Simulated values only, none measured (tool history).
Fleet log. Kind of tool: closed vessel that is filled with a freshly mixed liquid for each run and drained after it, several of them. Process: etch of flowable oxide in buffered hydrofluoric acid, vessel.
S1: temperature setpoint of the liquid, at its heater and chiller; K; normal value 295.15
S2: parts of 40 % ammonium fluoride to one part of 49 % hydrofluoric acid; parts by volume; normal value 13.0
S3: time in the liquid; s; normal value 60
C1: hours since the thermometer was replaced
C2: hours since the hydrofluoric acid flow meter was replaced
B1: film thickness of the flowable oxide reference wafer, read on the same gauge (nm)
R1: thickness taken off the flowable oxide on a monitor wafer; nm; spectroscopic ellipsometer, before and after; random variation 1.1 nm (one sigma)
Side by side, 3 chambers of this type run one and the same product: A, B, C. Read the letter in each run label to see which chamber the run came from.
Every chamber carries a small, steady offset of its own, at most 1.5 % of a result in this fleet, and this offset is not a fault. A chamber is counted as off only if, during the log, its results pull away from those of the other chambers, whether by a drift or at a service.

{"run": "1A", "hour": 2.3, "S1": 295.15, "S2": 13.0, "S3": 60, "C1": 555.5, "C2": 302.0, "B1": 29.985, "R1": 183.95}
{"run": "2B", "hour": 4.8, "S1": 295.15, "S2": 13.0, "S3": 60, "C1": 151.0, "C2": 276.1, "B1": 29.977, "R1": 181.75}
{"run": "3C", "hour": 9.3, "S1": 295.15, "S2": 13.0, "S3": 60, "C1": 186.5, "C2": 581.8, "B1": 30.003, "R1": 183.0}
{"run": "4A", "hour": 12.6, "S1": 295.15, "S2": 13.0, "S3": 60, "C1": 565.8, "C2": 312.3, "B1": 29.989, "R1": 183.62}
{"run": "5B", "hour": 16.6, "S1": 295.15, "S2": 13.0, "S3": 60, "C1": 162.8, "C2": 287.9, "B1": 29.996, "R1": 182.53}
{"run": "6C", "hour": 21.8, "S1": 295.15, "S2": 13.0, "S3": 60, "C1": 199.0, "C2": 594.3, "B1": 29.977, "R1": 179.21}
{"run": "7A", "hour": 26.9, "S1": 295.15, "S2": 13.0, "S3": 60, "C1": 580.1, "C2": 326.6, "B1": 30.028, "R1": 182.81}
{"run": "8C", "hour": 29.7, "S1": 292.15, "S2": 13.0, "S3": 60, "C1": 206.9, "C2": 602.2, "B1": 30.009, "R1": 155.51}
{"run": "9B", "hour": 32.1, "S1": 292.15, "S2": 13.0, "S3": 60, "C1": 178.3, "C2": 303.4, "B1": 30.026, "R1": 154.88}
{"run": "10B", "hour": 35.4, "S1": 292.15, "S2": 13.0, "S3": 60, "C1": 181.6, "C2": 306.7, "B1": 29.991, "R1": 153.97}
{"run": "11C", "hour": 40.6, "S1": 295.15, "S2": 13.0, "S3": 60, "C1": 217.8, "C2": 613.1, "B1": 30.01, "R1": 180.57}
{"run": "12A", "hour": 45.5, "S1": 295.15, "S2": 13.0, "S3": 60, "C1": 598.7, "C2": 345.2, "B1": 29.983, "R1": 184.51}
{"run": "13A", "hour": 48.6, "S1": 295.15, "S2": 13.0, "S3": 60, "C1": 601.8, "C2": 348.3, "B1": 30.019, "R1": 186.27}
{"run": "14B", "hour": 50.9, "S1": 295.15, "S2": 13.0, "S3": 60, "C1": 197.1, "C2": 322.2, "B1": 29.984, "R1": 185.77}
{"run": "15C", "hour": 54.3, "S1": 295.15, "S2": 13.0, "S3": 60, "C1": 231.5, "C2": 626.8, "B1": 30.016, "R1": 182.15}
{"run": "16C", "hour": 57.5, "S1": 295.15, "S2": 13.0, "S3": 60, "C1": 234.7, "C2": 630.0, "B1": 29.992, "R1": 178.04}
{"hour": 58.3, "done": "chamber C: hydrofluoric acid flow meter replaced"}
{"run": "17B", "hour": 61.0, "S1": 295.15, "S2": 13.0, "S3": 60, "C1": 207.2, "C2": 332.3, "B1": 29.991, "R1": 187.28}
{"run": "18A", "hour": 63.9, "S1": 295.15, "S2": 8.5, "S3": 30, "C1": 617.1, "C2": 363.6, "B1": 29.999, "R1": 133.78}
{"run": "19A", "hour": 67.6, "S1": 295.15, "S2": 8.5, "S3": 30, "C1": 620.8, "C2": 367.3, "B1": 30.021, "R1": 134.47}
{"run": "20C", "hour": 70.2, "S1": 295.15, "S2": 8.5, "S3": 30, "C1": 247.4, "C2": 11.9, "B1": 29.999, "R1": 133.97}
{"run": "21B", "hour": 73.4, "S1": 295.15, "S2": 13.0, "S3": 60, "C1": 219.6, "C2": 344.7, "B1": 30.025, "R1": 190.98}
{"run": "22C", "hour": 76.9, "S1": 295.15, "S2": 13.0, "S3": 60, "C1": 254.1, "C2": 18.6, "B1": 29.972, "R1": 180.57}
{"run": "23B", "hour": 82.0, "S1": 295.15, "S2": 13.0, "S3": 45, "C1": 228.2, "C2": 353.3, "B1": 30.011, "R1": 144.67}
{"run": "24A", "hour": 85.0, "S1": 295.15, "S2": 13.0, "S3": 45, "C1": 638.2, "C2": 384.7, "B1": 30.006, "R1": 136.28}
{"run": "25B", "hour": 87.4, "S1": 295.15, "S2": 13.0, "S3": 45, "C1": 233.6, "C2": 358.7, "B1": 29.994, "R1": 144.3}
{"run": "26A", "hour": 90.5, "S1": 295.15, "S2": 13.0, "S3": 60, "C1": 643.7, "C2": 390.2, "B1": 30.019, "R1": 182.63}
{"run": "27C", "hour": 95.2, "S1": 295.15, "S2": 13.0, "S3": 60, "C1": 272.4, "C2": 36.9, "B1": 30.0, "R1": 180.91}
{"run": "28C", "hour": 98.4, "S1": 291.65, "S2": 11.5, "S3": 60, "C1": 275.6, "C2": 40.1, "B1": 30.006, "R1": 168.66}
{"run": "29B", "hour": 102.0, "S1": 291.65, "S2": 11.5, "S3": 60, "C1": 248.2, "C2": 373.3, "B1": 29.983, "R1": 182.04}
{"run": "30A", "hour": 107.0, "S1": 291.65, "S2": 11.5, "S3": 60, "C1": 660.2, "C2": 406.7, "B1": 29.995, "R1": 167.99}
{"run": "31C", "hour": 109.4, "S1": 295.15, "S2": 13.0, "S3": 60, "C1": 286.6, "C2": 51.1, "B1": 30.011, "R1": 182.66}

For the next run the whole fleet of 3 chambers uses the same settings. Give each chamber's results:
{"run": "32A", "hour": 113.2, "S1": 295.15, "S2": 13.0, "S3": 60, "R1": "?"}
{"run": "32B", "hour": 113.2, "S1": 295.15, "S2": 13.0, "S3": 60, "R1": "?"}
{"run": "32C", "hour": 113.2, "S1": 295.15, "S2": 13.0, "S3": 60, "R1": "?"}

run=32A R1=183.46
run=32B R1=199.11
run=32C R1=180.55

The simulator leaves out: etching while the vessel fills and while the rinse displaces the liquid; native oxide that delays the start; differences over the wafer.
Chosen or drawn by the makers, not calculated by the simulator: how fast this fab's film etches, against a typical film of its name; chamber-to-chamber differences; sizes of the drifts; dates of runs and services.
